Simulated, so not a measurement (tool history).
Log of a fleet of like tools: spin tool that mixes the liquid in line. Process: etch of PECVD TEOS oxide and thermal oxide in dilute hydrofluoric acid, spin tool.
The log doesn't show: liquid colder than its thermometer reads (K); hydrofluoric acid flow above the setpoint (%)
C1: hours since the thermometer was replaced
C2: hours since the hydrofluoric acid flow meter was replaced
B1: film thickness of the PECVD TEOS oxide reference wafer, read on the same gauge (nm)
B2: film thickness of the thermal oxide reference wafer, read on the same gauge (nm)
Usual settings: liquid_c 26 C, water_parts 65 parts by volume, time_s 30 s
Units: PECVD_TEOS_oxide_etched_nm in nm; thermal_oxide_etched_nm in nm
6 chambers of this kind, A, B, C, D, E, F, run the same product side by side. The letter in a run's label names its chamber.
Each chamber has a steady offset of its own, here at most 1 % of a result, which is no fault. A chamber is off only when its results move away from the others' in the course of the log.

run 1C day=0.3 | liquid_c=26 water_parts=65 time_s=30 | C1=927.5 C2=754 | B1=110.01 B2=120 | PECVD_TEOS_oxide_etched_nm=14.779 thermal_oxide_etched_nm=2.4049
run 2B day=0.854 | liquid_c=26 water_parts=65 time_s=30 | C1=2095.6 C2=1178.7 | B1=110.01 B2=120 | PECVD_TEOS_oxide_etched_nm=14.807 thermal_oxide_etched_nm=2.3907
run 3D day=1.267 | liquid_c=26 water_parts=65 time_s=30 | C1=790.4 C2=1335.8 | B1=110 B2=119.98 | PECVD_TEOS_oxide_etched_nm=14.903 thermal_oxide_etched_nm=2.3725
run 4F day=1.596 | liquid_c=26 water_parts=65 time_s=30 | C1=704.1 C2=558.5 | B1=109.98 B2=120.01 | PECVD_TEOS_oxide_etched_nm=14.867 thermal_oxide_etched_nm=2.3948
run 5E day=1.904 | liquid_c=26 water_parts=65 time_s=30 | C1=1675.3 C2=103.1 | B1=109.99 B2=120.04 | PECVD_TEOS_oxide_etched_nm=14.873 thermal_oxide_etched_nm=2.4321
run 6A day=2.421 | liquid_c=26 water_parts=65 time_s=30 | C1=203.3 C2=806.8 | B1=109.99 B2=119.96 | PECVD_TEOS_oxide_etched_nm=14.678 thermal_oxide_etched_nm=2.3484
run 7B day=2.925 | liquid_c=26 water_parts=65 time_s=30 | C1=2145.3 C2=1228.4 | B1=109.99 B2=119.98 | PECVD_TEOS_oxide_etched_nm=14.998 thermal_oxide_etched_nm=2.4259
run 8A day=3.379 | liquid_c=26 water_parts=65 time_s=30 | C1=226.3 C2=829.8 | B1=110 B2=119.98 | PECVD_TEOS_oxide_etched_nm=14.576 thermal_oxide_etched_nm=2.3744
run 9E day=3.738 | liquid_c=26 water_parts=65 time_s=30 | C1=1719.3 C2=147.1 | B1=110.01 B2=120 | PECVD_TEOS_oxide_etched_nm=14.742 thermal_oxide_etched_nm=2.4231
-- day=4.05 chamber B: thermometer replaced
run 10C day=4.188 | liquid_c=26 water_parts=65 time_s=30 | C1=1020.8 C2=847.3 | B1=109.99 B2=120.02 | PECVD_TEOS_oxide_etched_nm=14.755 thermal_oxide_etched_nm=2.4237
run 11F day=4.55 | liquid_c=29.5 water_parts=65 time_s=30 | C1=775 C2=629.4 | B1=109.99 B2=120.02 | PECVD_TEOS_oxide_etched_nm=17.324 thermal_oxide_etched_nm=2.7992
run 12D day=5.05 | liquid_c=29.5 water_parts=65 time_s=30 | C1=881.2 C2=1426.6 | B1=110 B2=119.98 | PECVD_TEOS_oxide_etched_nm=16.994 thermal_oxide_etched_nm=2.7076
run 13F day=5.3 | liquid_c=29.5 water_parts=65 time_s=30 | C1=793 C2=647.4 | B1=110 B2=119.97 | PECVD_TEOS_oxide_etched_nm=17.194 thermal_oxide_etched_nm=2.8062
run 14A day=5.671 | liquid_c=29.5 water_parts=65 time_s=30 | C1=281.3 C2=884.8 | B1=110.02 B2=120 | PECVD_TEOS_oxide_etched_nm=17.064 thermal_oxide_etched_nm=2.7826
run 15E day=6.212 | liquid_c=29.5 water_parts=65 time_s=30 | C1=1778.7 C2=206.5 | B1=110 B2=119.96 | PECVD_TEOS_oxide_etched_nm=17.141 thermal_oxide_etched_nm=2.735
run 16D day=6.479 | liquid_c=29.5 water_parts=65 time_s=30 | C1=915.5 C2=1460.9 | B1=110.01 B2=119.98 | PECVD_TEOS_oxide_etched_nm=17.09 thermal_oxide_etched_nm=2.7605
-- day=6.692 chamber B: hydrofluoric acid flow meter replaced
run 17C day=6.904 | liquid_c=26 water_parts=65 time_s=30 | C1=1086 C2=912.5 | B1=110 B2=120.01 | PECVD_TEOS_oxide_etched_nm=14.672 thermal_oxide_etched_nm=2.3955
run 18B day=7.375 | liquid_c=26 water_parts=90 time_s=30 | C1=79.8 C2=16.4 | B1=110 B2=120.01 | PECVD_TEOS_oxide_etched_nm=10.096 thermal_oxide_etched_nm=1.6884
run 19D day=7.633 | liquid_c=26 water_parts=90 time_s=30 | C1=943.2 C2=1488.6 | B1=109.99 B2=119.99 | PECVD_TEOS_oxide_etched_nm=10.295 thermal_oxide_etched_nm=1.7076
run 20B day=8.083 | liquid_c=26 water_parts=90 time_s=30 | C1=96.8 C2=33.4 | B1=110 B2=120.03 | PECVD_TEOS_oxide_etched_nm=10.242 thermal_oxide_etched_nm=1.6984
run 21C day=8.379 | liquid_c=26 water_parts=90 time_s=30 | C1=1121.4 C2=947.9 | B1=109.99 B2=120.01 | PECVD_TEOS_oxide_etched_nm=10.374 thermal_oxide_etched_nm=1.6729
run 22A day=8.679 | liquid_c=26 water_parts=90 time_s=30 | C1=353.5 C2=957 | B1=110.01 B2=119.96 | PECVD_TEOS_oxide_etched_nm=10.368 thermal_oxide_etched_nm=1.6642
-- day=8.9 chamber D: thermometer replaced
run 23E day=9.071 | liquid_c=26 water_parts=90 time_s=30 | C1=1847.3 C2=275.1 | B1=110 B2=120 | PECVD_TEOS_oxide_etched_nm=10.233 thermal_oxide_etched_nm=1.6494
run 24F day=9.388 | liquid_c=26 water_parts=65 time_s=30 | C1=891.1 C2=745.5 | B1=109.99 B2=119.98 | PECVD_TEOS_oxide_etched_nm=14.768 thermal_oxide_etched_nm=2.3794
run 25E day=9.862 | liquid_c=26 water_parts=65 time_s=30 | C1=1866.3 C2=294.1 | B1=110 B2=120.01 | PECVD_TEOS_oxide_etched_nm=14.972 thermal_oxide_etched_nm=2.3851
run 26D day=10.317 | liquid_c=26 water_parts=65 time_s=30 | C1=34.1 C2=1553 | B1=110 B2=119.96 | PECVD_TEOS_oxide_etched_nm=14.888 thermal_oxide_etched_nm=2.395
run 27B day=10.583 | liquid_c=26 water_parts=65 time_s=30 | C1=156.8 C2=93.4 | B1=110.02 B2=119.98 | PECVD_TEOS_oxide_etched_nm=14.878 thermal_oxide_etched_nm=2.4007
run 28A day=11.021 | liquid_c=26 water_parts=65 time_s=30 | C1=409.7 C2=1013.2 | B1=110.01 B2=120.01 | PECVD_TEOS_oxide_etched_nm=14.927 thermal_oxide_etched_nm=2.3893
run 29F day=11.55 | liquid_c=26 water_parts=65 time_s=30 | C1=943 C2=797.4 | B1=109.99 B2=120.03 | PECVD_TEOS_oxide_etched_nm=14.614 thermal_oxide_etched_nm=2.3779
run 30C day=11.992 | liquid_c=26 water_parts=65 time_s=30 | C1=1208.1 C2=1034.6 | B1=109.98 B2=120.02 | PECVD_TEOS_oxide_etched_nm=14.885 thermal_oxide_etched_nm=2.4218
run 31E day=12.554 | liquid_c=30 water_parts=65 time_s=30 | C1=1930.9 C2=358.7 | B1=110.01 B2=119.98 | PECVD_TEOS_oxide_etched_nm=17.175 thermal_oxide_etched_nm=2.7978
run 32B day=13.112 | liquid_c=30 water_parts=65 time_s=30 | C1=217.5 C2=154.1 | B1=110.02 B2=119.98 | PECVD_TEOS_oxide_etched_nm=17.387 thermal_oxide_etched_nm=2.8113
run 33C day=13.612 | liquid_c=30 water_parts=65 time_s=30 | C1=1247 C2=1073.5 | B1=110.01 B2=119.99 | PECVD_TEOS_oxide_etched_nm=17.403 thermal_oxide_etched_nm=2.8488
run 34F day=13.908 | liquid_c=30 water_parts=65 time_s=30 | C1=999.6 C2=854 | B1=110.01 B2=120.03 | PECVD_TEOS_oxide_etched_nm=17.678 thermal_oxide_etched_nm=2.8595
run 35D day=14.25 | liquid_c=30 water_parts=65 time_s=30 | C1=128.5 C2=1647.4 | B1=109.99 B2=120.01 | PECVD_TEOS_oxide_etched_nm=17.508 thermal_oxide_etched_nm=2.8758
run 36A day=14.767 | liquid_c=30 water_parts=65 time_s=30 | C1=499.6 C2=1103.1 | B1=110 B2=120.03 | PECVD_TEOS_oxide_etched_nm=17.236 thermal_oxide_etched_nm=2.7832
run 37A day=15.017 | liquid_c=26 water_parts=65 time_s=30 | C1=505.6 C2=1109.1 | B1=110 B2=119.95 | PECVD_TEOS_oxide_etched_nm=14.8 thermal_oxide_etched_nm=2.3656
run 38F day=15.571 | liquid_c=26 water_parts=65 time_s=30 | C1=1039.5 C2=893.9 | B1=110.01 B2=119.98 | PECVD_TEOS_oxide_etched_nm=15.207 thermal_oxide_etched_nm=2.3826
run 39C day=15.975 | liquid_c=26 water_parts=65 time_s=30 | C1=1303.7 C2=1130.2 | B1=110 B2=119.99 | PECVD_TEOS_oxide_etched_nm=14.94 thermal_oxide_etched_nm=2.4406
run 40E day=16.479 | liquid_c=26 water_parts=65 time_s=30 | C1=2025.1 C2=452.9 | B1=110.01 B2=119.95 | PECVD_TEOS_oxide_etched_nm=14.633 thermal_oxide_etched_nm=2.375
run 41D day=17.042 | liquid_c=26 water_parts=65 time_s=30 | C1=195.5 C2=1714.4 | B1=110 B2=120.01 | PECVD_TEOS_oxide_etched_nm=14.892 thermal_oxide_etched_nm=2.4287
run 42B day=17.612 | liquid_c=26 water_parts=65 time_s=30 | C1=325.5 C2=262.1 | B1=110.02 B2=120 | PECVD_TEOS_oxide_etched_nm=14.888 thermal_oxide_etched_nm=2.3729
run 43F day=17.938 | liquid_c=26 water_parts=65 time_s=30 | C1=1096.3 C2=950.7 | B1=109.99 B2=119.99 | PECVD_TEOS_oxide_etched_nm=14.877 thermal_oxide_etched_nm=2.4037

All 6 chambers run these settings next. Forecast each chamber's results:
run 44A day=18.35 | liquid_c=30 water_parts=65 time_s=30 | PECVD_TEOS_oxide_etched_nm=? thermal_oxide_etched_nm=?
run 44B day=18.35 | liquid_c=30 water_parts=65 time_s=30 | PECVD_TEOS_oxide_etched_nm=? thermal_oxide_etched_nm=?
run 44C day=18.35 | liquid_c=30 water_parts=65 time_s=30 | PECVD_TEOS_oxide_etched_nm=? thermal_oxide_etched_nm=?
run 44D day=18.35 | liquid_c=30 water_parts=65 time_s=30 | PECVD_TEOS_oxide_etched_nm=? thermal_oxide_etched_nm=?
run 44E day=18.35 | liquid_c=30 water_parts=65 time_s=30 | PECVD_TEOS_oxide_etched_nm=? thermal_oxide_etched_nm=?
run 44F day=18.35 | liquid_c=30 water_parts=65 time_s=30 | PECVD_TEOS_oxide_etched_nm=? thermal_oxide_etched_nm=?

run=44A PECVD_TEOS_oxide_etched_nm=17.153 thermal_oxide_etched_nm=2.7443
run=44B PECVD_TEOS_oxide_etched_nm=17.342 thermal_oxide_etched_nm=2.8231
run=44C PECVD_TEOS_oxide_etched_nm=17.414 thermal_oxide_etched_nm=2.7177
run=44D PECVD_TEOS_oxide_etched_nm=17.493 thermal_oxide_etched_nm=2.7577
run=44E PECVD_TEOS_oxide_etched_nm=17.265 thermal_oxide_etched_nm=2.8114
run=44F PECVD_TEOS_oxide_etched_nm=17.582 thermal_oxide_etched_nm=2.8128

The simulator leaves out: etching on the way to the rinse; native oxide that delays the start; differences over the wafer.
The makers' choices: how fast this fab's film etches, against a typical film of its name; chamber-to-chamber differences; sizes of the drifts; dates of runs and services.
